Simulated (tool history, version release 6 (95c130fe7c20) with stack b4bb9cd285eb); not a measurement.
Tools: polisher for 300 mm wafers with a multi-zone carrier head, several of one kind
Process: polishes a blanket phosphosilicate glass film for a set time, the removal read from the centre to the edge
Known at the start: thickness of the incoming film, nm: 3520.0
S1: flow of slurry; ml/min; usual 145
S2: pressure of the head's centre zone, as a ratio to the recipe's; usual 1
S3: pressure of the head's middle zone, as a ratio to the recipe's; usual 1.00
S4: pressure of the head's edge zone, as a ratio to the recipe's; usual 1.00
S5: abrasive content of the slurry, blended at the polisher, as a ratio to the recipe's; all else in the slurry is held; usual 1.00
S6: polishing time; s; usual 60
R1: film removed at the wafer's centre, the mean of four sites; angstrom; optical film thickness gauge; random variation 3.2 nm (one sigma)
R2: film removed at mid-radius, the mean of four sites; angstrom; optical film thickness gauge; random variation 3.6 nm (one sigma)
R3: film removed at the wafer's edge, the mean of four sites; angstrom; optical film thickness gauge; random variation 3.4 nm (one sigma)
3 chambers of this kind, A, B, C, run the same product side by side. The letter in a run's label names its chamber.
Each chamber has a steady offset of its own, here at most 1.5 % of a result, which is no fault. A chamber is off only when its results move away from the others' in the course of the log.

run 1A hour=12.0 | S1=145 S2=1 S3=1.00 S4=1.00 S5=1.00 S6=60 | R1=3420.1 R2=3500.1 R3=3480.0
run 2B hour=18.7 | S1=145 S2=1 S3=1.00 S4=1.00 S5=1.00 S6=60 | R1=3453.1 R2=3446.4 R3=3448.4
-- hour=24.3 chamber B: edge zone pressure recalibrated
run 3C hour=30.5 | S1=145 S2=1 S3=1.00 S4=1.00 S5=1.00 S6=60 | R1=3449.4 R2=3510.8 R3=3459.6
run 4A hour=45.1 | S1=145 S2=1 S3=1.00 S4=1.00 S5=1.00 S6=60 | R1=3442.2 R2=3479.4 R3=3493.0
-- hour=48.5 chamber B: worn pad replaced by a new one
run 5B hour=55.3 | S1=145 S2=1 S3=1.00 S4=1.00 S5=1.00 S6=60 | R1=3432.5 R2=3415.6 R3=3456.3
run 6C hour=69.8 | S1=145 S2=1 S3=1.00 S4=1.00 S5=1.00 S6=60 | R1=3450.6 R2=3507.7 R3=3474.0
-- hour=76.3 chamber B: centre zone pressure recalibrated
run 7A hour=76.4 | S1=145 S2=1 S3=1.00 S4=1.00 S5=1.00 S6=60 | R1=3373.5 R2=3518.6 R3=3422.4
run 8C hour=85.4 | S1=145 S2=1 S3=1.00 S4=1.00 S5=1.00 S6=60 | R1=3454.0 R2=3471.6 R3=3468.0
-- hour=88.9 chamber C: worn pad replaced by a new one
run 9B hour=99.5 | S1=145 S2=1 S3=1.00 S4=1.00 S5=1.00 S6=60 | R1=3443.4 R2=3455.9 R3=3429.6
-- hour=101.3 chamber A: centre zone pressure recalibrated
run 10A hour=109.0 | S1=145 S2=1 S3=0.94 S4=1.00 S5=1.30 S6=60 | R1=3798.6 R2=3611.2 R3=3836.8
run 11B hour=122.2 | S1=145 S2=1 S3=0.94 S4=1.00 S5=1.30 S6=60 | R1=3788.6 R2=3607.3 R3=3851.0
run 12C hour=132.8 | S1=145 S2=1 S3=0.94 S4=1.00 S5=1.30 S6=60 | R1=3825.2 R2=3584.2 R3=3918.0
-- hour=138.6 chamber B: worn pad replaced by a new one
run 13C hour=141.8 | S1=145 S2=1 S3=1.00 S4=1.00 S5=1.00 S6=60 | R1=3512.0 R2=3518.5 R3=3486.2
run 14B hour=148.7 | S1=145 S2=1 S3=1.00 S4=1.00 S5=1.00 S6=60 | R1=3463.0 R2=3380.7 R3=3425.8
run 15A hour=155.9 | S1=145 S2=1 S3=1.00 S4=1.00 S5=1.00 S6=60 | R1=3384.2 R2=3381.6 R3=3334.3
run 16B hour=171.1 | S1=145 S2=1 S3=1.00 S4=1.00 S5=1.00 S6=60 | R1=3480.1 R2=3476.6 R3=3390.3
run 17A hour=180.2 | S1=145 S2=1 S3=1.00 S4=1.07 S5=1.00 S6=60 | R1=3330.3 R2=3339.2 R3=3493.2
-- hour=191.5 chamber C: worn pad replaced by a new one
run 18C hour=193.9 | S1=145 S2=1 S3=1.00 S4=1.07 S5=1.00 S6=60 | R1=3465.0 R2=3462.3 R3=3590.1
run 19A hour=207.5 | S1=145 S2=1 S3=1.00 S4=1.07 S5=1.00 S6=60 | R1=3316.3 R2=3322.8 R3=3335.0
run 20C hour=219.6 | S1=145 S2=1 S3=1.00 S4=1.00 S5=1.00 S6=60 | R1=3458.7 R2=3478.7 R3=3449.4
run 21B hour=227.5 | S1=145 S2=1 S3=1.00 S4=1.00 S5=1.00 S6=60 | R1=3428.8 R2=3388.1 R3=3391.4
-- hour=233.0 chamber B: worn pad replaced by a new one
run 22A hour=241.5 | S1=145 S2=1 S3=1.00 S4=1.00 S5=1.00 S6=60 | R1=3225.3 R2=3324.4 R3=3253.2
run 23C hour=256.7 | S1=145 S2=1 S3=1.00 S4=1.00 S5=1.00 S6=60 | R1=3446.4 R2=3496.1 R3=3480.9
run 24B hour=270.6 | S1=145 S2=1 S3=1.00 S4=1.00 S5=1.00 S6=60 | R1=3352.8 R2=3426.4 R3=3461.5
-- hour=273.9 chamber C: slurry nozzle cleaned
run 25B hour=285.5 | S1=145 S2=1 S3=1.00 S4=1.00 S5=1.00 S6=60 | R1=3431.0 R2=3419.4 R3=3425.0
-- hour=295.7 chamber C: worn pad replaced by a new one
run 26C hour=297.2 | S1=145 S2=1 S3=1.00 S4=1.00 S5=1.00 S6=60 | R1=3458.2 R2=3505.4 R3=3420.2
run 27A hour=307.3 | S1=145 S2=1 S3=1.00 S4=1.00 S5=1.00 S6=60 | R1=3184.6 R2=3212.9 R3=3195.7
run 28A hour=318.8 | S1=145 S2=1 S3=1.00 S4=1.00 S5=1.00 S6=60 | R1=3177.8 R2=3122.2 R3=3174.3
-- hour=323.5 chamber B: edge zone pressure recalibrated
-- hour=328.7 chamber B: worn pad replaced by a new one
run 29B hour=333.9 | S1=145 S2=1 S3=1.05 S4=1.00 S5=1.15 S6=60 | R1=3641.4 R2=3898.3 R3=3639.5
run 30C hour=348.2 | S1=145 S2=1 S3=1.05 S4=1.00 S5=1.15 S6=60 | R1=3656.0 R2=3868.5 R3=3589.8
run 31B hour=355.5 | S1=145 S2=1 S3=1.05 S4=1.00 S5=1.15 S6=60 | R1=3646.5 R2=3835.1 R3=3643.0
run 32A hour=362.7 | S1=145 S2=1 S3=1.00 S4=1.00 S5=1.00 S6=60 | R1=3118.1 R2=3140.9 R3=3134.0
run 33C hour=370.3 | S1=130 S2=1 S3=1.00 S4=1.00 S5=1.00 S6=60 | R1=3354.4 R2=3419.2 R3=3472.1
run 34C hour=384.0 | S1=130 S2=1 S3=1.00 S4=1.00 S5=1.00 S6=60 | R1=3357.0 R2=3364.2 R3=3353.7
-- hour=395.1 chamber C: worn pad replaced by a new one
run 35B hour=396.5 | S1=130 S2=1 S3=1.00 S4=1.00 S5=1.00 S6=60 | R1=3313.3 R2=3406.5 R3=3306.5
run 36A hour=409.2 | S1=145 S2=1 S3=1.00 S4=1.00 S5=1.00 S6=60 | R1=3057.5 R2=3133.9 R3=3084.1
run 37A hour=420.2 | S1=145 S2=1 S3=1.00 S4=1.00 S5=1.00 S6=60 | R1=3050.8 R2=3066.7 R3=3133.6
run 38C hour=428.1 | S1=145 S2=1 S3=1.00 S4=1.00 S5=1.00 S6=60 | R1=3427.4 R2=3439.9 R3=3446.0
-- hour=433.6 chamber B: worn pad replaced by a new one
run 39B hour=440.0 | S1=145 S2=1 S3=1.00 S4=1.00 S5=1.00 S6=60 | R1=3450.7 R2=3499.7 R3=3460.6
run 40B hour=452.6 | S1=145 S2=1 S3=1.00 S4=1.00 S5=1.00 S6=60 | R1=3427.3 R2=3499.7 R3=3493.9
run 41C hour=462.8 | S1=145 S2=1 S3=1.00 S4=1.00 S5=1.00 S6=60 | R1=3459.7 R2=3471.8 R3=3385.2
-- hour=472.2 chamber A: slurry nozzle cleaned
run 42A hour=474.0 | S1=115 S2=1 S3=1.00 S4=1.00 S5=1.15 S6=60 | R1=3019.1 R2=3026.4 R3=3167.4

What goes on in this fleet: one chamber off, a drifting gauge, or nothing beyond the chambers' own small offsets? Name the chamber and the cause, if any.

Chamber A drifts away from the others.
Cause: removal rate lost through wear of the pad, % = 12.5.

Here are 4 candidates for chamber A's next run, each the usual settings with a change, their results left as question marks. Which one brings its results back in line with what the others give on the usual settings?
In line means no further than this from the other chambers' mean on the usual settings: R1 110.0 angstrom; R2 130.0 angstrom; R3 120.0 angstrom
run 43A-1 hour=484.9 | S1=150 S2=1 S3=1.00 S4=1.01 S5=1.05 S6=71 | R1=? R2=? R3=?
run 43A-2 hour=484.9 | S1=150 S2=1 S3=1.00 S4=1.00 S5=1.05 S6=66 | R1=? R2=? R3=?
run 43A-3 hour=484.9 | S1=140 S2=1 S3=1.00 S4=0.99 S5=0.95 S6=50 | R1=? R2=? R3=?
run 43A-4 hour=484.9 | S1=140 S2=1 S3=1.00 S4=1.00 S5=0.95 S6=54 | R1=? R2=? R3=?

The other chambers' mean on the usual settings: R1 3436.9 angstrom; R2 3469.4 angstrom; R3 3437.0 angstrom
run=43A-1 R1=3681.1 R2=3682.7 R3=3692.4
run=43A-2 R1=3421.8 R2=3423.4 R3=3414.2
run=43A-3 R1=2440.6 R2=2446.3 R3=2436.1
run=43A-4 R1=2635.9 R2=2641.9 R3=2645.1
43A-2 brings the chamber back in line.
